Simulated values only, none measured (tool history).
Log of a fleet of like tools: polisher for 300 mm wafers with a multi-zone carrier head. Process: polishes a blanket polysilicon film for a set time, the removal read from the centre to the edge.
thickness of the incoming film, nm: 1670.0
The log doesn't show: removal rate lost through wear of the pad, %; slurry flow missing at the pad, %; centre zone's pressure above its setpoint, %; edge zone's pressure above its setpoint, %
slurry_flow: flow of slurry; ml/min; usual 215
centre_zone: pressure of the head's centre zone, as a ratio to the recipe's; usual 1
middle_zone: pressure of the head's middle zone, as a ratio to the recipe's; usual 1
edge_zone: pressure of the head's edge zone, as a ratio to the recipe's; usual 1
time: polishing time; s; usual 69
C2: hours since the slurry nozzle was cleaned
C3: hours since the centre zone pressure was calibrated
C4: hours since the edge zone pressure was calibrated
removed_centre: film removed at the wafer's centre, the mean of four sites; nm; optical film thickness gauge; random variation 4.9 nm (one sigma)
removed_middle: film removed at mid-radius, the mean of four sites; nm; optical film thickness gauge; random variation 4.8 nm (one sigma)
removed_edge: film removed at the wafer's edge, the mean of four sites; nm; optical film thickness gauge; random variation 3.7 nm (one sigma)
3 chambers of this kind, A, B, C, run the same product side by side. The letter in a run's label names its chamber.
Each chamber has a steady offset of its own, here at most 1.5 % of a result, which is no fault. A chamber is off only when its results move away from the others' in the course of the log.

{"hour": 4.4, "done": "chamber A: worn pad replaced by a new one"}
{"hour": 12.0, "done": "chamber C: worn pad replaced by a new one"}
{"run": "1B", "hour": 14.5, "slurry_flow": 215, "centre_zone": 1, "middle_zone": 1, "edge_zone": 1, "time": 69, "wafers polished on this pad": 504, "C2": 374.9, "C3": 135.2, "C4": 232, "removed_centre": 504.76, "removed_middle": 497.98, "removed_edge": 500.64}
{"run": "2A", "hour": 26.6, "slurry_flow": 215, "centre_zone": 1, "middle_zone": 1, "edge_zone": 1, "time": 69, "wafers polished on this pad": 296, "C2": 261.3, "C3": 865, "C4": 137.6, "removed_centre": 504.9, "removed_middle": 495.92, "removed_edge": 507.87}
{"run": "3C", "hour": 34.1, "slurry_flow": 215, "centre_zone": 1, "middle_zone": 1, "edge_zone": 1, "time": 69, "wafers polished on this pad": 295, "C2": 248.6, "C3": 778.9, "C4": 265.5, "removed_centre": 493.56, "removed_middle": 503.51, "removed_edge": 504.76}
{"run": "4B", "hour": 47.3, "slurry_flow": 215, "centre_zone": 1, "middle_zone": 1, "edge_zone": 1, "time": 69, "wafers polished on this pad": 941, "C2": 407.7, "C3": 168, "C4": 264.8, "removed_centre": 508.21, "removed_middle": 499.39, "removed_edge": 505.9}
{"run": "5C", "hour": 57.8, "slurry_flow": 245, "centre_zone": 1.09, "middle_zone": 1, "edge_zone": 1, "time": 69, "wafers polished on this pad": 610, "C2": 272.3, "C3": 802.6, "C4": 289.2, "removed_centre": 559.19, "removed_middle": 507.26, "removed_edge": 510.85}
{"run": "6A", "hour": 69.2, "slurry_flow": 245, "centre_zone": 1.09, "middle_zone": 1, "edge_zone": 1, "time": 69, "wafers polished on this pad": 864, "C2": 303.9, "C3": 907.6, "C4": 180.2, "removed_centre": 578.26, "removed_middle": 508.08, "removed_edge": 510.23}
{"hour": 78.3, "done": "chamber B: worn pad replaced by a new one"}
{"run": "7A", "hour": 83.8, "slurry_flow": 245, "centre_zone": 1.09, "middle_zone": 1, "edge_zone": 1, "time": 69, "wafers polished on this pad": 1059, "C2": 318.5, "C3": 922.2, "C4": 194.8, "removed_centre": 570.65, "removed_middle": 504.04, "removed_edge": 507.63}
{"run": "8B", "hour": 96.3, "slurry_flow": 215, "centre_zone": 1, "middle_zone": 1, "edge_zone": 1, "time": 69, "wafers polished on this pad": 240, "C2": 456.7, "C3": 217, "C4": 313.8, "removed_centre": 506.1, "removed_middle": 495.72, "removed_edge": 504.4}
{"hour": 110.7, "done": "chamber C: worn pad replaced by a new one"}
{"run": "9C", "hour": 111.1, "slurry_flow": 215, "centre_zone": 1, "middle_zone": 1, "edge_zone": 1, "time": 69, "wafers polished on this pad": 5, "C2": 325.6, "C3": 855.9, "C4": 342.5, "removed_centre": 506.99, "removed_middle": 502.37, "removed_edge": 503.76}
{"hour": 114.8, "done": "chamber A: worn pad replaced by a new one"}
{"hour": 115.7, "done": "chamber A: slurry nozzle cleaned"}
{"run": "10A", "hour": 122.2, "slurry_flow": 215, "centre_zone": 1, "middle_zone": 1, "edge_zone": 1, "time": 69, "wafers polished on this pad": 98, "C2": 6.5, "C3": 960.6, "C4": 233.2, "removed_centre": 507.89, "removed_middle": 506.01, "removed_edge": 501.33}
{"run": "11B", "hour": 132.4, "slurry_flow": 215, "centre_zone": 1, "middle_zone": 1, "edge_zone": 1, "time": 69, "wafers polished on this pad": 721, "C2": 492.8, "C3": 253.1, "C4": 349.9, "removed_centre": 503.6, "removed_middle": 496.36, "removed_edge": 493.91}
{"run": "12C", "hour": 148.2, "slurry_flow": 215, "centre_zone": 1, "middle_zone": 1, "edge_zone": 1, "time": 69, "wafers polished on this pad": 500, "C2": 362.7, "C3": 893, "C4": 379.6, "removed_centre": 506.45, "removed_middle": 511.44, "removed_edge": 503.64}
{"run": "13B", "hour": 163.7, "slurry_flow": 215, "centre_zone": 1.08, "middle_zone": 1, "edge_zone": 1, "time": 69, "wafers polished on this pad": 1138, "C2": 524.1, "C3": 284.4, "C4": 381.2, "removed_centre": 565.54, "removed_middle": 499.59, "removed_edge": 502.81}
{"run": "14C", "hour": 178.2, "slurry_flow": 215, "centre_zone": 1.08, "middle_zone": 1, "edge_zone": 1, "time": 69, "wafers polished on this pad": 900, "C2": 392.7, "C3": 923, "C4": 409.6, "removed_centre": 547.6, "removed_middle": 504.82, "removed_edge": 502.61}
{"run": "15A", "hour": 186.2, "slurry_flow": 215, "centre_zone": 1.08, "middle_zone": 1, "edge_zone": 1, "time": 69, "wafers polished on this pad": 951, "C2": 70.5, "C3": 1024.6, "C4": 297.2, "removed_centre": 549.75, "removed_middle": 503.47, "removed_edge": 500.16}
{"hour": 189.0, "done": "chamber C: edge zone pressure recalibrated"}
{"hour": 198.4, "done": "chamber B: worn pad replaced by a new one"}
{"run": "16C", "hour": 201.0, "slurry_flow": 215, "centre_zone": 1, "middle_zone": 1, "edge_zone": 1, "time": 69, "wafers polished on this pad": 1203, "C2": 415.5, "C3": 945.8, "C4": 12.1, "removed_centre": 503.18, "removed_middle": 510.67, "removed_edge": 511.26}
{"hour": 202.2, "done": "chamber C: worn pad replaced by a new one"}
{"run": "17B", "hour": 212.6, "slurry_flow": 215, "centre_zone": 1, "middle_zone": 1, "edge_zone": 1, "time": 69, "wafers polished on this pad": 190, "C2": 573, "C3": 333.3, "C4": 430.1, "removed_centre": 522.13, "removed_middle": 496.14, "removed_edge": 496.82}
{"run": "18A", "hour": 228.6, "slurry_flow": 215, "centre_zone": 1, "middle_zone": 1, "edge_zone": 1, "time": 69, "wafers polished on this pad": 1516, "C2": 112.9, "C3": 1067, "C4": 339.6, "removed_centre": 508.24, "removed_middle": 493.32, "removed_edge": 503.52}
{"hour": 235.7, "done": "chamber A: worn pad replaced by a new one"}
{"run": "19C", "hour": 243.0, "slurry_flow": 215, "centre_zone": 1, "middle_zone": 1, "edge_zone": 1, "time": 69, "wafers polished on this pad": 543, "C2": 457.5, "C3": 987.8, "C4": 54.1, "removed_centre": 504.73, "removed_middle": 506.58, "removed_edge": 496.75}
{"run": "20A", "hour": 252.8, "slurry_flow": 215, "centre_zone": 1, "middle_zone": 1, "edge_zone": 1, "time": 69, "wafers polished on this pad": 228, "C2": 137.1, "C3": 1091.2, "C4": 363.8, "removed_centre": 507.79, "removed_middle": 506.43, "removed_edge": 508.18}
{"hour": 258.0, "done": "chamber B: edge zone pressure recalibrated"}
{"run": "21B", "hour": 260.0, "slurry_flow": 215, "centre_zone": 1, "middle_zone": 1, "edge_zone": 1, "time": 69, "wafers polished on this pad": 821, "C2": 620.4, "C3": 380.7, "C4": 2, "removed_centre": 516.48, "removed_middle": 497.62, "removed_edge": 503.4}
{"run": "22C", "hour": 270.7, "slurry_flow": 215, "centre_zone": 1, "middle_zone": 1.1, "edge_zone": 0.91, "time": 69, "wafers polished on this pad": 913, "C2": 485.2, "C3": 1015.5, "C4": 81.8, "removed_centre": 502.21, "removed_middle": 556.87, "removed_edge": 484.24}
{"run": "23A", "hour": 283.3, "slurry_flow": 215, "centre_zone": 1, "middle_zone": 1.1, "edge_zone": 0.91, "time": 69, "wafers polished on this pad": 635, "C2": 167.6, "C3": 1121.7, "C4": 394.3, "removed_centre": 508.21, "removed_middle": 544.33, "removed_edge": 475.22}
{"run": "24B", "hour": 290.7, "slurry_flow": 215, "centre_zone": 1, "middle_zone": 1.1, "edge_zone": 0.91, "time": 69, "wafers polished on this pad": 1230, "C2": 651.1, "C3": 411.4, "C4": 32.7, "removed_centre": 519.94, "removed_middle": 543.75, "removed_edge": 478.24}
{"hour": 301.2, "done": "chamber C: worn pad replaced by a new one"}
{"run": "25C", "hour": 302.4, "slurry_flow": 215, "centre_zone": 1, "middle_zone": 1, "edge_zone": 1, "time": 69, "wafers polished on this pad": 17, "C2": 516.9, "C3": 1047.2, "C4": 113.5, "removed_centre": 515.73, "removed_middle": 511.33, "removed_edge": 504.69}
{"hour": 305.7, "done": "chamber B: worn pad replaced by a new one"}
{"run": "26A", "hour": 313.6, "slurry_flow": 215, "centre_zone": 1, "middle_zone": 1, "edge_zone": 1, "time": 69, "wafers polished on this pad": 1038, "C2": 197.9, "C3": 1152, "C4": 424.6, "removed_centre": 509.98, "removed_middle": 495.41, "removed_edge": 502.21}
{"run": "27B", "hour": 321.9, "slurry_flow": 215, "centre_zone": 1, "middle_zone": 0.91, "edge_zone": 1, "time": 69, "wafers polished on this pad": 215, "C2": 682.3, "C3": 442.6, "C4": 63.9, "removed_centre": 536.26, "removed_middle": 458.85, "removed_edge": 496.54}
{"run": "28B", "hour": 336.0, "slurry_flow": 215, "centre_zone": 1, "middle_zone": 0.91, "edge_zone": 1, "time": 69, "wafers polished on this pad": 403, "C2": 696.4, "C3": 456.7, "C4": 78, "removed_centre": 529.04, "removed_middle": 458.45, "removed_edge": 502.54}
{"hour": 344.3, "done": "chamber A: worn pad replaced by a new one"}
{"run": "29C", "hour": 351.1, "slurry_flow": 215, "centre_zone": 1, "middle_zone": 0.91, "edge_zone": 1, "time": 69, "wafers polished on this pad": 666, "C2": 565.6, "C3": 1095.9, "C4": 162.2, "removed_centre": 509.79, "removed_middle": 460.11, "removed_edge": 516.22}
{"run": "30A", "hour": 365.9, "slurry_flow": 215, "centre_zone": 1, "middle_zone": 0.95, "edge_zone": 1, "time": 48, "wafers polished on this pad": 287, "C2": 250.2, "C3": 1204.3, "C4": 476.9, "removed_centre": 354.83, "removed_middle": 333.24, "removed_edge": 351.55}
{"run": "31C", "hour": 375.9, "slurry_flow": 215, "centre_zone": 1, "middle_zone": 0.95, "edge_zone": 1, "time": 48, "wafers polished on this pad": 996, "C2": 590.4, "C3": 1120.7, "C4": 187, "removed_centre": 348.1, "removed_middle": 335.98, "removed_edge": 349.12}
{"run": "32A", "hour": 388.4, "slurry_flow": 215, "centre_zone": 1, "middle_zone": 0.95, "edge_zone": 1, "time": 48, "wafers polished on this pad": 587, "C2": 272.7, "C3": 1226.8, "C4": 499.4, "removed_centre": 352.02, "removed_middle": 331.9, "removed_edge": 349.91}
{"hour": 394.0, "done": "chamber C: worn pad replaced by a new one"}
{"run": "33B", "hour": 395.5, "slurry_flow": 215, "centre_zone": 1, "middle_zone": 1, "edge_zone": 1, "time": 69, "wafers polished on this pad": 1196, "C2": 755.9, "C3": 516.2, "C4": 137.5, "removed_centre": 542.71, "removed_middle": 502.05, "removed_edge": 499.38}
{"run": "34A", "hour": 411.3, "slurry_flow": 215, "centre_zone": 1, "middle_zone": 1, "edge_zone": 1, "time": 69, "wafers polished on this pad": 892, "C2": 295.6, "C3": 1249.7, "C4": 522.3, "removed_centre": 518.53, "removed_middle": 499.15, "removed_edge": 498.8}
{"hour": 416.9, "done": "chamber A: slurry nozzle cleaned"}
{"hour": 420.4, "done": "chamber B: worn pad replaced by a new one"}
{"run": "35C", "hour": 425.0, "slurry_flow": 215, "centre_zone": 1, "middle_zone": 1, "edge_zone": 1, "time": 69, "wafers polished on this pad": 414, "C2": 639.5, "C3": 1169.8, "C4": 236.1, "removed_centre": 510.07, "removed_middle": 499.21, "removed_edge": 514.91}
{"run": "36B", "hour": 434.5, "slurry_flow": 245, "centre_zone": 1, "middle_zone": 1.1, "edge_zone": 1, "time": 69, "wafers polished on this pad": 188, "C2": 794.9, "C3": 555.2, "C4": 176.5, "removed_centre": 552.04, "removed_middle": 540.22, "removed_edge": 514.33}
{"hour": 442.0, "done": "chamber A: worn pad replaced by a new one"}
{"run": "37B", "hour": 445.2, "slurry_flow": 245, "centre_zone": 1, "middle_zone": 1.1, "edge_zone": 1, "time": 69, "wafers polished on this pad": 330, "C2": 805.6, "C3": 565.9, "C4": 187.2, "removed_centre": 555.11, "removed_middle": 551.62, "removed_edge": 500.45}
{"run": "38C", "hour": 459.4, "slurry_flow": 245, "centre_zone": 1, "middle_zone": 1.1, "edge_zone": 1, "time": 69, "wafers polished on this pad": 872, "C2": 673.9, "C3": 1204.2, "C4": 270.5, "removed_centre": 520.8, "removed_middle": 570.2, "removed_edge": 516.97}
{"run": "39A", "hour": 472.2, "slurry_flow": 215, "centre_zone": 1, "middle_zone": 1, "edge_zone": 1, "time": 69, "wafers polished on this pad": 403, "C2": 55.3, "C3": 1310.6, "C4": 583.2, "removed_centre": 512.69, "removed_middle": 496.93, "removed_edge": 496.08}
{"run": "40A", "hour": 479.9, "slurry_flow": 215, "centre_zone": 1, "middle_zone": 1, "edge_zone": 1, "time": 69, "wafers polished on this pad": 505, "C2": 63, "C3": 1318.3, "C4": 590.9, "removed_centre": 518.43, "removed_middle": 499.69, "removed_edge": 505.68}
{"run": "41B", "hour": 490.7, "slurry_flow": 215, "centre_zone": 1, "middle_zone": 1, "edge_zone": 1, "time": 69, "wafers polished on this pad": 937, "C2": 851.1, "C3": 611.4, "C4": 232.7, "removed_centre": 535.05, "removed_middle": 493.94, "removed_edge": 501.32}
{"hour": 501.8, "done": "chamber C: worn pad replaced by a new one"}
{"run": "42C", "hour": 506.2, "slurry_flow": 215, "centre_zone": 1, "middle_zone": 1, "edge_zone": 1, "time": 69, "wafers polished on this pad": 59, "C2": 720.7, "C3": 1251, "C4": 317.3, "removed_centre": 497.7, "removed_middle": 514.23, "removed_edge": 505.39}
{"hour": 510.4, "done": "chamber B: worn pad replaced by a new one"}
{"run": "43B", "hour": 518.1, "slurry_flow": 215, "centre_zone": 1, "middle_zone": 1, "edge_zone": 1, "time": 69, "wafers polished on this pad": 102, "C2": 878.5, "C3": 638.8, "C4": 260.1, "removed_centre": 551.7, "removed_middle": 500.09, "removed_edge": 504.04}
{"run": "44A", "hour": 525.9, "slurry_flow": 215, "centre_zone": 1.06, "middle_zone": 1, "edge_zone": 1, "time": 69, "wafers polished on this pad": 1118, "C2": 109, "C3": 1364.3, "C4": 636.9, "removed_centre": 542.5, "removed_middle": 502.06, "removed_edge": 501.88}

All 3 chambers run these settings next. Forecast each chamber's results:
{"run": "45A", "hour": 537.5, "slurry_flow": 215, "centre_zone": 0.94, "middle_zone": 1, "edge_zone": 1, "time": 69, "removed_centre": "?", "removed_middle": "?", "removed_edge": "?"}
{"run": "45B", "hour": 537.5, "slurry_flow": 215, "centre_zone": 0.94, "middle_zone": 1, "edge_zone": 1, "time": 69, "removed_centre": "?", "removed_middle": "?", "removed_edge": "?"}
{"run": "45C", "hour": 537.5, "slurry_flow": 215, "centre_zone": 0.94, "middle_zone": 1, "edge_zone": 1, "time": 69, "removed_centre": "?", "removed_middle": "?", "removed_edge": "?"}

run=45A removed_centre=480.13 removed_middle=502.87 removed_edge=500.05
run=45B removed_centre=508.43 removed_middle=505.08 removed_edge=501.73
run=45C removed_centre=478.89 removed_middle=507.66 removed_edge=503.3

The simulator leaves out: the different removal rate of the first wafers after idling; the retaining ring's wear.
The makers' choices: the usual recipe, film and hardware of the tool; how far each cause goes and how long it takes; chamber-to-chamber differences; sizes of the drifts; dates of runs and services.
